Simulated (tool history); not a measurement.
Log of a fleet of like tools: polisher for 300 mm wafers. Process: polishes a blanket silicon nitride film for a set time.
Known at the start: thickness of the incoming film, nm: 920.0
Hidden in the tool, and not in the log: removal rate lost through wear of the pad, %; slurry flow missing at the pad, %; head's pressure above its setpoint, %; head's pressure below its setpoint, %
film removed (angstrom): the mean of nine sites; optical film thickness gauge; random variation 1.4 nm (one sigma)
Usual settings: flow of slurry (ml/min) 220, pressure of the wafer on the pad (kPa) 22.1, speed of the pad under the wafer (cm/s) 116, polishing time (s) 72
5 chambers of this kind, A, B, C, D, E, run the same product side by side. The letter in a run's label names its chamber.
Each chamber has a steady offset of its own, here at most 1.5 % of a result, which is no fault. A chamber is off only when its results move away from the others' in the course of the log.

run	day	flow of slurry (ml/min)	pressure of the wafer on the pad (kPa)	speed of the pad under the wafer (cm/s)	polishing time (s)	wafers polished on this pad	hours since the slurry nozzle was cleaned	hours since the head pressure was calibrated	film removed (angstrom)
1B	0.467	220	22.1	116	72	264	12.1	817.7	1406.5
2E	0.871	220	22.1	116	72	499	22.8	230.6	1423.4
3A	1.2	220	22.1	116	72	607	602.8	38.1	1400.8
# day 1.242: chamber D: worn pad replaced by a new one
4C	1.704	220	22.1	116	72	669	237	364.3	1425
5D	2	220	22.1	116	72	235	608	1473.3	1421
6E	2.325	260	22.1	116	72	950	57.7	265.5	1455.1
# day 2.504: chamber E: worn pad replaced by a new one
7C	2.592	260	22.1	116	72	944	258.3	385.6	1474.5
# day 2.708: chamber B: worn pad replaced by a new one
# day 2.733: chamber A: worn pad replaced by a new one
# day 2.833: chamber C: worn pad replaced by a new one
8A	3.004	260	22.1	116	72	84	646.1	81.4	1428.4
9D	3.246	260	22.1	116	72	622	637.9	1503.2	1443.2
10B	3.496	260	22.1	116	72	244	84.8	890.4	1463.1
11A	3.8	220	22.1	116	72	331	665.2	100.5	1421.2
12D	4.246	220	22.1	116	72	932	661.9	1527.2	1414
# day 4.429: chamber B: head pressure recalibrated
# day 4.508: chamber A: slurry nozzle cleaned
# day 4.579: chamber D: head pressure recalibrated
13E	4.738	220	22.1	116	72	693	115.6	323.4	1429.1
14C	5.092	220	22.1	116	72	700	318.3	445.6	1438.8
15B	5.5	220	22.1	116	72	866	132.9	25.7	1442.1
# day 5.812: chamber E: worn pad replaced by a new one
16E	5.812	220	22.1	116	72	0	141.4	349.2	1433.8
# day 5.842: chamber B: worn pad replaced by a new one
# day 5.858: chamber C: slurry nozzle cleaned
# day 5.946: chamber D: worn pad replaced by a new one
17A	6.046	220	22.1	116	72	1027	36.9	154.4	1462.1
18B	6.438	220	19.3	150	72	185	155.4	48.2	1491.4
# day 6.475: chamber C: worn pad replaced by a new one
# day 6.579: chamber A: worn pad replaced by a new one
19D	6.771	220	19.3	150	72	257	722.5	52.7	1345.2
# day 7.042: chamber E: slurry nozzle cleaned
20C	7.117	220	19.3	150	72	200	30.3	494.2	1528.6
21A	7.558	220	19.3	150	72	304	73.2	190.7	1507.3
# day 8: chamber D: slurry nozzle cleaned
22D	8	220	19.3	150	72	638	0	82.2	1384.2
23E	8.275	220	22.1	116	72	764	29.6	408.3	1419.9
24B	8.638	220	22.1	116	72	867	208.2	101	1412.2
25C	8.975	165	22.1	116	72	776	74.9	538.8	1377.5
# day 9.138: chamber E: worn pad replaced by a new one
# day 9.246: chamber B: worn pad replaced by a new one
26B	9.304	165	22.1	116	72	18	224.2	117	1357.8
# day 9.338: chamber C: worn pad replaced by a new one
27A	9.738	165	22.1	116	72	979	125.5	243	1362.8
28D	10.233	165	22.1	116	72	1330	53.6	135.8	1227.1
# day 10.483: chamber A: worn pad replaced by a new one
29C	10.525	165	22.1	116	72	368	112.1	576	1400.9
# day 10.654: chamber D: worn pad replaced by a new one
30E	10.804	220	22.1	116	72	517	90.3	469	1437
31B	11.217	220	22.1	116	72	612	270.1	162.9	1409.3
32D	11.504	265	22.1	116	61	264	84.1	166.3	1112.5
33C	11.825	265	22.1	116	61	771	143.3	607.2	1216.3
34A	12.112	265	22.1	116	61	505	182.5	300	1211.9
# day 12.308: chamber E: head pressure recalibrated
35E	12.442	265	22.1	116	61	1025	129.6	3.3	1222.6
# day 12.529: chamber C: worn pad replaced by a new one
36C	12.742	265	22.1	116	61	66	165.3	629.2	1225

All 5 chambers run these settings next. Forecast each chamber's results:
37A	13.117	220	24.8	116	72				?
37B	13.117	220	24.8	116	72				?
37C	13.117	220	24.8	116	72				?
37D	13.117	220	24.8	116	72				?
37E	13.117	220	24.8	116	72				?

run	film removed (angstrom)
37A	1621.8
37B	1614.1
37C	1598
37D	1437.4
37E	1608.2
